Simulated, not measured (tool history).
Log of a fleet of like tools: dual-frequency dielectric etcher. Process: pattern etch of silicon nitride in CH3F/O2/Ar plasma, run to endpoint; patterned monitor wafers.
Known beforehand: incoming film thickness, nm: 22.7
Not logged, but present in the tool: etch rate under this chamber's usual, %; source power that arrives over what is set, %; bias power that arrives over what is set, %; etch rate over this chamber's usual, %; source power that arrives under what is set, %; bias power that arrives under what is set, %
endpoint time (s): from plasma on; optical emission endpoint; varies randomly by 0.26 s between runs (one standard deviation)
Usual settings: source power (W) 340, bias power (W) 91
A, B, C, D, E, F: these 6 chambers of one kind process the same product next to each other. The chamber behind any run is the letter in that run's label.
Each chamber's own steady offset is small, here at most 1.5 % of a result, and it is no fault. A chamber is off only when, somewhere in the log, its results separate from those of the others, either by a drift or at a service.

run,hour,source power (W),bias power (W),hours since the last wet clean,hours since the last source power generator calibration,hours since the last bias power generator calibration,endpoint time (s)
1F,12.6,340,91,94.4,3167.6,3267.6,32.160
2D,25.2,340,91,284.6,490.6,1294.5,31.870
3B,38.5,340,91,171.0,457.7,600.7,32.123
4A,51.4,340,91,214.3,127.0,1964.8,31.691
5E,61.5,340,91,106.7,2380.0,2358.1,32.040
6C,67.7,340,91,399.8,1528.5,882.6,32.228
7C,74.9,340,91,407.0,1535.7,889.8,32.005
8D,88.0,340,91,347.4,553.4,1357.3,31.553
9E,99.8,340,91,145.0,2418.3,2396.4,32.213
10F,112.2,340,91,194.0,3267.2,3367.2,32.279
11B,124.9,340,91,257.4,544.1,687.1,32.549
12A,134.3,340,91,297.2,209.9,2047.7,32.093
13F,142.0,340,91,223.8,3297.0,3397.0,32.301
14E,150.3,340,91,195.5,2468.8,2446.9,31.851
15D,158.2,340,91,417.6,623.6,1427.5,31.517
16A,165.1,340,91,328.0,240.7,2078.5,31.521
17C,178.2,340,91,510.3,1639.0,993.1,32.485
# hour 187.4: chamber B: wet clean of the chamber
18B,187.4,340,91,0.0,606.6,749.6,32.297
19F,194.8,340,91,276.6,3349.8,3449.8,32.421
20E,206.9,340,91,252.1,2525.4,2503.5,32.205
# hour 212.2: chamber A: wet clean of the chamber
21B,214.9,340,91,27.5,634.1,777.1,31.825
22D,226.2,340,91,485.6,691.6,1495.5,31.783
# hour 229.5: chamber C: wet clean of the chamber
23C,238.8,340,91,9.4,1699.6,1053.7,32.132
24A,251.7,340,91,39.6,327.3,2165.1,31.792
25B,263.9,340,91,76.5,683.1,826.1,32.482
26F,275.2,340,91,357.0,3430.2,3530.2,32.240
27E,281.5,340,91,326.7,2600.0,2578.1,32.271
# hour 284.3: chamber F: wet clean of the chamber
28C,291.1,340,91,61.7,1751.9,1106.0,32.749
29A,300.9,340,91,88.8,376.5,2214.3,31.511
30D,310.9,340,91,570.3,776.3,1580.2,31.617
# hour 311.9: chamber D: wet clean of the chamber
31A,319.0,340,91,106.9,394.6,2232.4,31.637
32C,326.7,340,91,97.3,1787.5,1141.6,32.252
33E,332.8,340,91,378.0,2651.3,2629.4,31.886
34B,343.6,290,76,156.2,762.8,905.8,36.311
35D,349.5,290,76,37.6,814.9,1618.8,35.784
36F,357.2,290,76,72.9,3512.2,3612.2,36.501
37C,365.3,290,76,135.9,1826.1,1180.2,36.611

Predict what each chamber gives when all 6 of them run the settings below next.
38A,375.1,340,109,,,,?
38B,375.1,340,109,,,,?
38C,375.1,340,109,,,,?
38D,375.1,340,109,,,,?
38E,375.1,340,109,,,,?
38F,375.1,340,109,,,,?

run,endpoint time (s)
38A,29.913
38B,30.073
38C,30.364
38D,29.375
38E,29.666
38F,30.284

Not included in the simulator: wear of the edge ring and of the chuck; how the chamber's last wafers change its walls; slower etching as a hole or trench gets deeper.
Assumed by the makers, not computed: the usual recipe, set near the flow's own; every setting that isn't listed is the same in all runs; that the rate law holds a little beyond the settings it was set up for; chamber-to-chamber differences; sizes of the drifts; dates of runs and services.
